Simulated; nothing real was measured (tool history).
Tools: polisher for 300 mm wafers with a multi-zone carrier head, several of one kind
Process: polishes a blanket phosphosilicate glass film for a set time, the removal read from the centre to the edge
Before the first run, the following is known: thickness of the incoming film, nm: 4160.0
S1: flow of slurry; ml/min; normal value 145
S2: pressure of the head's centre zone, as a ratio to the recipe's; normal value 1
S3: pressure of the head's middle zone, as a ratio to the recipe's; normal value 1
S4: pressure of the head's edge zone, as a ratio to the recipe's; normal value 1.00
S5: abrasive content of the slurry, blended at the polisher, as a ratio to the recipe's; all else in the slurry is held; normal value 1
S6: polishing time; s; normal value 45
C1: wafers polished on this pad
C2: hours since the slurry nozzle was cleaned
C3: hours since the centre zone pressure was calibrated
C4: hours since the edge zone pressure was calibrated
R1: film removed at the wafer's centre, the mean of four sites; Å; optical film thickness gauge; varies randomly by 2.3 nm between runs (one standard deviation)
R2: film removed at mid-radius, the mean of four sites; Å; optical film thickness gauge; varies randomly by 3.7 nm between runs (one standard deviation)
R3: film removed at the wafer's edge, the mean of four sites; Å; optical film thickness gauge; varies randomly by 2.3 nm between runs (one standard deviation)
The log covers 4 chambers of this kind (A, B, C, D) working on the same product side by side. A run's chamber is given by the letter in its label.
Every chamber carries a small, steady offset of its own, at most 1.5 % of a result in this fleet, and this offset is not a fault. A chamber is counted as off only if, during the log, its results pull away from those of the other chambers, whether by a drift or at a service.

run	hour	S1	S2	S3	S4	S5	S6	C1	C2	C3	C4	R1	R2	R3
1D	6.0	145	1	1	1.00	1	45	180	631.3	791.4	19.0	2865.0	2856.6	2824.7
2A	13.5	145	1	1	1.00	1	45	808	48.9	290.9	182.4	2885.9	2882.2	2834.2
3B	19.2	145	1	1	1.00	1	45	473	26.1	692.3	31.7	2889.5	2887.1	2919.8
4C	28.3	145	1	1	1.00	1	45	513	531.0	771.2	463.4	2911.4	2909.1	2931.4
5D	36.1	145	1	1	1.00	1	45	492	661.4	821.5	49.1	2903.9	2787.9	2815.3
6C	40.4	125	1	1	1.00	1	53	638	543.1	783.3	475.5	3266.9	3244.3	3312.2
# hour 41.8: chamber A: worn pad replaced by a new one
7B	44.9	125	1	1	1.00	1	53	739	51.8	718.0	57.4	3333.6	3259.6	3334.9
# hour 50.2: chamber B: worn pad replaced by a new one
8A	54.5	125	1	1	1.00	1	53	132	89.9	331.9	223.4	3250.3	3219.6	3279.8
9D	59.6	125	1	1	1.00	1	53	736	684.9	845.0	72.6	3289.1	3282.2	3250.6
# hour 66.1: chamber C: edge zone pressure recalibrated
10C	67.0	145	1	1	1.00	1	45	914	569.7	809.9	1.0	2909.3	2920.8	2908.8
# hour 68.0: chamber B: centre zone pressure recalibrated
# hour 68.8: chamber C: worn pad replaced by a new one
11A	76.0	105	1	1	1.00	1	60	354	111.4	353.4	244.9	3481.7	3443.5	3631.4
12B	84.2	105	1	1	1.00	1	60	352	91.1	16.2	96.7	3824.8	3542.0	3671.5
13C	89.6	105	1	1	1.00	1	60	216	592.3	832.5	23.6	3560.6	3555.0	3694.9
14A	95.2	105	1	1	1.00	1	60	553	130.6	372.6	264.1	3503.4	3519.8	3610.6
15D	102.9	145	1	1	1.00	1	45	1185	728.2	888.3	115.9	2881.3	2857.7	2806.5
# hour 104.5: chamber D: worn pad replaced by a new one
16B	111.3	145	1	1	1.00	1	45	633	118.2	43.3	123.8	3085.8	2934.1	2905.7
17A	120.7	145	1	1	1.00	1	45	818	156.1	398.1	289.6	2915.1	2877.6	2818.0
# hour 127.2: chamber B: worn pad replaced by a new one
18D	129.9	145	1	1	1.00	1	45	263	755.2	915.3	142.9	2914.6	2810.8	2868.8
19B	136.0	145	1	1	1.00	1	45	91	142.9	68.0	148.5	3129.3	2869.7	2931.6
20C	145.1	145	1	1	1.00	1	45	791	647.8	888.0	79.1	2882.8	2785.5	2884.2
21A	153.1	145	1	1	1.00	1	45	1153	188.5	430.5	322.0	2874.4	2826.3	2867.4
# hour 157.0: chamber C: worn pad replaced by a new one
22C	161.6	145	1	1	1.00	1	45	47	664.3	904.5	95.6	2900.5	2878.2	2933.9
# hour 169.4: chamber D: centre zone pressure recalibrated
23B	171.3	145	1	1	1.00	1	45	457	178.2	103.3	183.8	3120.0	2903.6	2925.5
24D	177.6	145	1	1	1.00	1	45	757	802.9	8.3	190.6	2926.7	2823.0	2850.8
25D	185.4	175	1	1	1.05	1	45	838	810.7	16.1	198.4	2975.7	2891.4	3019.0

All chambers now run identical settings, listed one chamber a line with results as question marks. What results will each chamber show?
26A	192.4	180	1	1	1.00	1	45					?	?	?
26B	192.4	180	1	1	1.00	1	45					?	?	?
26C	192.4	180	1	1	1.00	1	45					?	?	?
26D	192.4	180	1	1	1.00	1	45					?	?	?

run	R1	R2	R3
26A	3009.2	2972.3	2915.6
26B	3208.4	2946.0	2969.6
26C	2983.0	2986.4	2961.4
26D	2987.8	3012.6	2913.5

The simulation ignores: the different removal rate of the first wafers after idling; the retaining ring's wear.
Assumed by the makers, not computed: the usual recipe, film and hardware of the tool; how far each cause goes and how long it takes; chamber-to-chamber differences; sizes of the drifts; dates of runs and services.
